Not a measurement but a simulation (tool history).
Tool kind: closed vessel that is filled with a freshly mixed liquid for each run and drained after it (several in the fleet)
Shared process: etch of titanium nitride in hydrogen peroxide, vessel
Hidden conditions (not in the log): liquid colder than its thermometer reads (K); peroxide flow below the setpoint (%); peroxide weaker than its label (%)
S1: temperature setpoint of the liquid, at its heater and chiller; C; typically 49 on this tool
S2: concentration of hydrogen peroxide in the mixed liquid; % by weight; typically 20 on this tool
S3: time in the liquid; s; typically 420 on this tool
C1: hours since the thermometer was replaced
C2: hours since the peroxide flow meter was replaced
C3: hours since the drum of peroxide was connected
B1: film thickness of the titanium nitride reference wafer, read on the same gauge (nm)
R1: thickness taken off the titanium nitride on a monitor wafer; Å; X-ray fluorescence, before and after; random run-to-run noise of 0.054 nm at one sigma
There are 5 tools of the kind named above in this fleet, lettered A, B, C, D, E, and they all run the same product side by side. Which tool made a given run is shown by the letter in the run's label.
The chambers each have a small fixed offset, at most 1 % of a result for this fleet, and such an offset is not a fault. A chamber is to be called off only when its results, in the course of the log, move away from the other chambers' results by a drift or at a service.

run     day  S1    S2   S3      C1      C2     C3      B1      R1
 1A   0.358  49    20  420   309.2   238.3  845.3  39.925  108.92
 2B   0.621  49    20  420  1712.4   734.8  272.8  40.021  109.38
 3D   0.871  49    20  420   864.7  1928.4  236.4  39.964   109.5
 4E   1.104  49    20  420   279.8   764.3   39.2  40.016  109.05
 5C   1.346  49    20  420   434.9   658.1   42.1  40.011  108.63
 6E   1.625  49    20  600   292.3   776.8   51.7  40.014  154.55
 7C   1.854  49    20  600   447.1   670.3   54.3  39.977  156.37
 8B   2.021  49    20  600    1746   768.4  306.4  40.032  157.17
 9D   2.367  49    20  600   900.6  1964.3  272.3   40.03  157.12
10A   2.671  49    20  600   364.7   293.8  900.8  40.029  152.72
11B   2.946  49    20  420  1768.2   790.6  328.6  39.968  108.28
12D   3.267  49    20  420   922.2  1985.9  293.9  39.995  108.92
13C   3.604  49    20  420   489.1   712.3   96.3  39.965  108.39
14E   3.779  49    20  420     344   828.5  103.4  40.013  107.96
15A   4.029  49    20  420   397.3   326.4  933.4  39.954  108.05
16C   4.296  49    20  420   505.7   728.9  112.9  40.012  108.18
17E   4.642  49    20  420   364.7   849.2  124.1  39.992  108.88
18A   4.912  49    20  420   418.5   347.6  954.6  39.986  108.05
19B    5.15  49    20  420  1821.1   843.5  381.5  39.995  108.28
20D   5.479  49    20  420   975.3    2039    347  40.014  109.45
21B   5.812  49    20  420    1837   859.4  397.4  40.036  109.64
22D   6.062  49    20  420   989.3    2053    361  39.969  108.91
      6.204  -- chamber C: thermometer replaced
23C   6.396  49    20  420     4.7   779.3  163.3  39.988  109.05
24A   6.688  49    20  420   461.1   390.2  997.2  39.977  106.35
25E   6.908  49    20  420   419.1   903.6  178.5  40.063  108.41
26C   7.196  49    20  420    23.9   798.5  182.5  40.035  108.91
      7.221  -- chamber A: new drum of peroxide connected
      7.308  -- chamber B: thermometer replaced
27D   7.521  49    20  420  1024.3    2088    396  40.013  109.73
28B   7.717  49    20  420     9.8   905.1  443.1  39.968  109.36
29A   7.975  49    20  420     492   421.1   18.2  39.978  107.41
30E   8.288  49  25.5  225   452.2   936.7  211.6  39.964  60.809
31E   8.575  49  25.5  225   459.1   943.6  218.5  40.015  61.068
32D   8.908  49  25.5  225  1057.6  2121.3  429.3   40.04   62.44
33C   9.079  49  25.5  225    69.1   843.7  227.7  40.019  61.436
34B   9.304  49  25.5  225    47.9   943.2  481.2  39.985  61.862
35A   9.533  49    20  420   529.4   458.5   55.6  39.951  105.69
36A   9.692  49    20  420   533.2   462.3   59.4  40.028  105.27
37C   9.883  49    20  420    88.4     863    247  39.971  109.54
38E  10.062  49    20  420   494.8   979.3  254.2  40.005  108.13
39B  10.246  49    20  420    70.5   965.8  503.8  39.996  108.66

All 5 chambers run these settings next. Forecast each chamber's results:
40A  10.5  49  20  420                   ?
40B  10.5  49  20  420                   ?
40C  10.5  49  20  420                   ?
40D  10.5  49  20  420                   ?
40E  10.5  49  20  420                   ?

run      R1
40A  105.38
40B  109.55
40C  109.15
40D  110.12
40E  107.55

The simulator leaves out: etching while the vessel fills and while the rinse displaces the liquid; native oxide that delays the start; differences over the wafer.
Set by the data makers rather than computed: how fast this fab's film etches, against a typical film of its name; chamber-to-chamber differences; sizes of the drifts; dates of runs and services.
